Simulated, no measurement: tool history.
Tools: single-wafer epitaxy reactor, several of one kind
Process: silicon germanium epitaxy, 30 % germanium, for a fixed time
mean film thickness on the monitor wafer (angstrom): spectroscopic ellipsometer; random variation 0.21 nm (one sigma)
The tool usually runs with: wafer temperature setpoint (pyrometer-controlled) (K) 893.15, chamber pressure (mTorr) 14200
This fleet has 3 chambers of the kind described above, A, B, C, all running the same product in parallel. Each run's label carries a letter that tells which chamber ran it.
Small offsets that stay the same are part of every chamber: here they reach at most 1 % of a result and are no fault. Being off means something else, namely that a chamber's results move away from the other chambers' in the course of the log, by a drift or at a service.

run	hour	wafer temperature setpoint (pyrometer-controlled) (K)	chamber pressure (mTorr)	hours since the last pyrometer calibration	hours since the last manometer calibration	read-back reference wafer on the same gauge, thickness_nm	mean film thickness on the monitor wafer (angstrom)
1C	8.9	893.15	14200	2590.2	1195.0	80.267	735.21
2B	16.9	893.15	14200	117.4	76.7	80.260	735.45
3A	23.3	893.15	14200	1153.6	372.1	80.290	731.75
# hour 23.7: chamber C: pyrometer calibrated
4C	28.8	893.15	14200	5.2	1214.9	80.328	733.42
5B	36.1	893.15	14200	136.6	95.9	80.311	733.24
6A	47.2	893.15	14200	1177.5	396.0	80.333	730.88
# hour 55.0: chamber A: pyrometer calibrated
7B	56.4	893.15	14200	156.9	116.2	80.306	732.42
8A	66.1	893.15	14200	11.2	414.9	80.250	718.15
9C	74.9	893.15	14200	51.3	1261.0	80.298	735.00
10C	80.5	893.15	14200	56.9	1266.6	80.282	730.42
11B	86.2	893.15	14200	186.7	146.0	80.321	734.17
12A	91.5	901.15	15700	36.6	440.3	80.348	858.11
13B	97.0	901.15	15700	197.5	156.8	80.287	875.79
14A	108.4	901.15	15700	53.5	457.2	80.272	859.83
15C	118.2	893.15	14200	94.6	1304.3	80.338	729.46
16B	125.6	893.15	14200	226.1	185.4	80.269	732.64
17A	136.9	893.15	14200	82.0	485.7	80.318	716.73
18C	142.4	893.15	14200	118.8	1328.5	80.278	730.36
19A	153.9	902.15	12800	99.0	502.7	80.352	806.10
20C	159.6	902.15	12800	136.0	1345.7	80.305	820.60

Next, all 3 chambers run the settings below, one line each with question marks for the results. What does each chamber give?
21A	167.9	893.15	17200				?
21B	167.9	893.15	17200				?
21C	167.9	893.15	17200				?

run	mean film thickness on the monitor wafer (angstrom)
21A	772.46
21B	793.64
21C	787.56

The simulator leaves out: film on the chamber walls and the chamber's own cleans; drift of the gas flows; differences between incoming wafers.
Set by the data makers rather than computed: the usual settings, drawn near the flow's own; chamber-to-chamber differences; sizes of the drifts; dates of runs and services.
